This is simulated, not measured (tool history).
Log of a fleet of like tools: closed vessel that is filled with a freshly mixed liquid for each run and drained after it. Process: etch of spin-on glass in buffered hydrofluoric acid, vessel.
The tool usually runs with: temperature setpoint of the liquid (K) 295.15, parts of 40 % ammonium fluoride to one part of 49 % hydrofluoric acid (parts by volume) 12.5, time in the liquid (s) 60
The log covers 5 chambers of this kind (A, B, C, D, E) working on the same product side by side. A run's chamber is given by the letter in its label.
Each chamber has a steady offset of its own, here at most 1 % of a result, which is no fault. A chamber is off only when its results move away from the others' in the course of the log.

run	hour	temperature setpoint of the liquid (K)	parts of 40 % ammonium fluoride to one part of 49 % hydrofluoric acid (parts by volume)	time in the liquid (s)	read-back film thickness of the spin-on glass reference wafer, read on the same gauge (nm)	thickness taken off the spin-on glass on a monitor wafer (Å)
1A	13.2	295.15	12.5	60	109.99	1717.1
2B	21.4	295.15	12.5	60	110.00	1750.2
# hour 21.5: chamber E: hydrofluoric acid flow meter replaced
3D	30.6	295.15	12.5	60	109.99	1753.8
4C	38.1	295.15	12.5	60	110.01	1757.1
5E	48.5	295.15	12.5	60	110.00	1712.7
6C	56.5	295.15	12.5	60	110.03	1774.9
7D	62.9	295.15	12.5	60	110.00	1735.8
8B	70.1	295.15	12.5	60	109.99	1726.7
9E	81.1	295.15	12.5	60	109.99	1741.4
10A	87.3	295.15	12.5	35	109.99	1023.4
11C	97.0	295.15	12.5	35	110.01	1036.3
12A	106.2	295.15	12.5	35	110.00	1005.4
13E	113.4	295.15	12.5	35	110.03	1025.7
14B	123.8	295.15	12.5	35	110.00	1036.5
15D	134.0	295.15	12.5	60	110.00	1746.2
16A	140.1	295.15	12.5	60	110.00	1732.4
17E	146.3	295.15	12.5	60	109.98	1720.1
18C	157.9	295.15	12.5	60	109.98	1869.6
19B	166.6	295.15	12.5	60	109.98	1734.6
20D	174.9	295.15	12.5	60	110.01	1748.3
21B	185.8	295.15	12.5	60	110.00	1730.8
22C	197.9	295.15	12.5	60	110.01	1875.1
23E	203.9	295.15	12.5	60	109.97	1735.7
24D	210.5	295.15	12.5	60	110.00	1768.5
25A	220.6	295.15	12.5	60	109.99	1753.7
26D	233.5	295.15	12.5	60	110.02	1758.4
27E	244.7	295.15	12.5	60	110.02	1737.4
28B	251.8	295.15	12.5	60	109.99	1746.4
29A	261.5	295.15	12.5	60	109.99	1744.9
30C	270.6	295.15	12.5	60	109.97	1926.8
31A	280.8	295.15	12.5	60	109.99	1738.3
32E	291.4	295.15	12.5	60	110.00	1753.9
33D	303.2	295.15	12.5	60	110.01	1718.0
34B	312.3	295.15	12.5	60	110.01	1764.1
35C	323.1	295.15	12.5	60	110.01	1943.7

Which is it: a chamber that has drifted or been left off by a service, a gauge drift common to all chambers, or only each chamber's usual small offset? If a chamber is off, name it and its likeliest cause.

Little by little, chamber C moves away from the other chambers.
Most likely cause: hydrofluoric acid flow above the setpoint (%) = 12.4.
From this log alone, it may not be told apart from: liquid hotter than its thermometer reads (K).

Below are 4 candidate recipes for chamber C's next run, each the usual settings with a change, their results shown as question marks. Which of them brings C's results back in line with what the other chambers give on the usual settings?
In line here means within this much of the mean the other chambers give on the usual settings: thickness taken off the spin-on glass on a monitor wafer (Å) 51.0
36C-1	332.9	293.65	15.0	60		?
36C-2	332.9	295.65	12.5	65		?
36C-3	332.9	296.65	10.0	60		?
36C-4	332.9	295.15	13.0	55		?

Usual-settings mean across the other chambers: thickness taken off the spin-on glass on a monitor wafer (Å) 1741.8
run	thickness taken off the spin-on glass on a monitor wafer (Å)
36C-1	1501.5
36C-2	2175.4
36C-3	2551.2
36C-4	1722.7
36C-4 is the one that brings the chamber's results back in line with the other chambers.
